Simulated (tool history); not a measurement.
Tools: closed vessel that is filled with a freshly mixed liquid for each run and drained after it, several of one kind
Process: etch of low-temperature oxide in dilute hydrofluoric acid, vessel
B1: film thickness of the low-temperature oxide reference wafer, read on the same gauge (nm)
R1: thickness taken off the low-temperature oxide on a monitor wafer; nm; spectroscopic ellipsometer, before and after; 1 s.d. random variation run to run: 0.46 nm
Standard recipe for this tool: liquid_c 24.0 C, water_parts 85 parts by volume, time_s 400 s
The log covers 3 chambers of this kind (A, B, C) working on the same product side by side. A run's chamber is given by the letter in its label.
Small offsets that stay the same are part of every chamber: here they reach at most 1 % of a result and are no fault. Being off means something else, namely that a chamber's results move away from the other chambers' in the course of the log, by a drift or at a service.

{"run": "1C", "hour": 7.3, "liquid_c": 24.0, "water_parts": 85, "time_s": 400, "B1": 110.01, "R1": 51.39}
{"run": "2B", "hour": 17.3, "liquid_c": 24.0, "water_parts": 85, "time_s": 400, "B1": 110.03, "R1": 50.918}
{"run": "3A", "hour": 26.6, "liquid_c": 24.0, "water_parts": 85, "time_s": 400, "B1": 110.0, "R1": 51.236}
{"run": "4B", "hour": 31.7, "liquid_c": 24.0, "water_parts": 85, "time_s": 400, "B1": 109.98, "R1": 51.057}
{"run": "5C", "hour": 41.0, "liquid_c": 24.0, "water_parts": 85, "time_s": 400, "B1": 109.99, "R1": 51.201}
{"run": "6A", "hour": 50.8, "liquid_c": 24.0, "water_parts": 85, "time_s": 400, "B1": 110.0, "R1": 50.967}
{"run": "7C", "hour": 59.9, "liquid_c": 24.0, "water_parts": 85, "time_s": 400, "B1": 109.99, "R1": 51.455}
{"run": "8A", "hour": 69.7, "liquid_c": 24.0, "water_parts": 85, "time_s": 400, "B1": 110.0, "R1": 50.545}
{"run": "9B", "hour": 77.5, "liquid_c": 24.0, "water_parts": 85, "time_s": 400, "B1": 110.01, "R1": 50.591}
{"run": "10B", "hour": 82.0, "liquid_c": 24.0, "water_parts": 85, "time_s": 400, "B1": 110.03, "R1": 51.385}
{"run": "11C", "hour": 90.8, "liquid_c": 24.0, "water_parts": 85, "time_s": 400, "B1": 109.99, "R1": 51.504}
{"run": "12A", "hour": 95.7, "liquid_c": 24.0, "water_parts": 85, "time_s": 400, "B1": 110.01, "R1": 50.811}
{"run": "13A", "hour": 103.3, "liquid_c": 24.0, "water_parts": 85, "time_s": 400, "B1": 110.01, "R1": 49.731}
{"hour": 106.0, "done": "chamber C: thermometer replaced"}
{"run": "14B", "hour": 113.1, "liquid_c": 24.0, "water_parts": 85, "time_s": 400, "B1": 110.05, "R1": 51.118}
{"run": "15C", "hour": 121.5, "liquid_c": 24.0, "water_parts": 85, "time_s": 400, "B1": 110.02, "R1": 50.214}
{"run": "16B", "hour": 129.6, "liquid_c": 24.0, "water_parts": 85, "time_s": 400, "B1": 110.01, "R1": 51.209}
{"run": "17A", "hour": 135.6, "liquid_c": 24.0, "water_parts": 85, "time_s": 400, "B1": 110.01, "R1": 50.893}
{"run": "18C", "hour": 141.4, "liquid_c": 24.0, "water_parts": 85, "time_s": 400, "B1": 109.99, "R1": 49.917}
{"run": "19A", "hour": 151.3, "liquid_c": 24.0, "water_parts": 85, "time_s": 400, "B1": 110.01, "R1": 49.702}
{"run": "20B", "hour": 155.7, "liquid_c": 24.0, "water_parts": 85, "time_s": 400, "B1": 110.0, "R1": 51.628}
{"run": "21C", "hour": 161.3, "liquid_c": 24.0, "water_parts": 85, "time_s": 400, "B1": 110.03, "R1": 49.233}
{"run": "22A", "hour": 167.2, "liquid_c": 24.0, "water_parts": 85, "time_s": 400, "B1": 110.02, "R1": 50.707}
{"run": "23B", "hour": 172.8, "liquid_c": 24.0, "water_parts": 85, "time_s": 400, "B1": 109.98, "R1": 49.747}
{"run": "24C", "hour": 177.7, "liquid_c": 24.0, "water_parts": 85, "time_s": 400, "B1": 110.0, "R1": 48.712}
{"run": "25A", "hour": 187.5, "liquid_c": 24.0, "water_parts": 85, "time_s": 400, "B1": 109.99, "R1": 49.809}
{"run": "26B", "hour": 193.6, "liquid_c": 24.0, "water_parts": 85, "time_s": 400, "B1": 109.98, "R1": 50.713}
{"run": "27C", "hour": 202.8, "liquid_c": 24.0, "water_parts": 85, "time_s": 400, "B1": 109.99, "R1": 48.836}
{"run": "28C", "hour": 209.8, "liquid_c": 24.0, "water_parts": 85, "time_s": 400, "B1": 110.02, "R1": 48.126}
{"run": "29B", "hour": 218.4, "liquid_c": 24.0, "water_parts": 85, "time_s": 400, "B1": 109.97, "R1": 50.943}
{"run": "30A", "hour": 226.9, "liquid_c": 24.0, "water_parts": 85, "time_s": 400, "B1": 109.99, "R1": 50.454}
{"run": "31B", "hour": 231.6, "liquid_c": 24.0, "water_parts": 85, "time_s": 610, "B1": 110.0, "R1": 76.212}
{"run": "32A", "hour": 238.6, "liquid_c": 24.0, "water_parts": 85, "time_s": 610, "B1": 110.0, "R1": 77.243}
{"run": "33C", "hour": 243.3, "liquid_c": 24.0, "water_parts": 85, "time_s": 610, "B1": 110.01, "R1": 72.307}
{"run": "34C", "hour": 252.2, "liquid_c": 26.5, "water_parts": 110, "time_s": 400, "B1": 110.02, "R1": 39.367}
{"run": "35A", "hour": 261.7, "liquid_c": 26.5, "water_parts": 110, "time_s": 400, "B1": 109.99, "R1": 42.149}
{"run": "36B", "hour": 269.7, "liquid_c": 26.5, "water_parts": 110, "time_s": 400, "B1": 110.0, "R1": 41.688}
{"run": "37B", "hour": 277.8, "liquid_c": 24.0, "water_parts": 85, "time_s": 400, "B1": 109.98, "R1": 50.882}
{"run": "38C", "hour": 283.0, "liquid_c": 24.0, "water_parts": 85, "time_s": 400, "B1": 110.0, "R1": 46.82}
{"run": "39A", "hour": 290.2, "liquid_c": 24.0, "water_parts": 85, "time_s": 400, "B1": 109.98, "R1": 50.149}
{"run": "40C", "hour": 300.0, "liquid_c": 24.0, "water_parts": 85, "time_s": 400, "B1": 110.0, "R1": 46.458}

Read the log: is a single chamber off, either drifting away or since a service, is the gauge that measures every chamber drifting, or is nothing wrong beyond small per-chamber offsets? Name any odd chamber and what most likely caused it.

One chamber, C, drifts off from the rest bit by bit.
Likeliest cause: hydrofluoric acid flow below the setpoint (%) = 8.6.

Below are 4 candidate recipes for chamber C's next run, each the usual settings with a change, their results shown as question marks. Which of them brings C's results back in line with what the other chambers give on the usual settings?
In line means no further than this from the other chambers' mean on the usual settings: R1 1.600 nm
{"run": "41C-1", "hour": 307.2, "liquid_c": 24.0, "water_parts": 80, "time_s": 435, "R1": "?"}
{"run": "41C-2", "hour": 307.2, "liquid_c": 24.0, "water_parts": 90, "time_s": 365, "R1": "?"}
{"run": "41C-3", "hour": 307.2, "liquid_c": 24.0, "water_parts": 85, "time_s": 365, "R1": "?"}
{"run": "41C-4", "hour": 307.2, "liquid_c": 24.0, "water_parts": 85, "time_s": 430, "R1": "?"}

Other chambers, usual settings, mean: R1 50.619 nm
run=41C-1 R1=53.925
run=41C-2 R1=39.750
run=41C-3 R1=42.340
run=41C-4 R1=49.879
Change 41C-4 lands the chamber within the allowed miss of the other chambers.
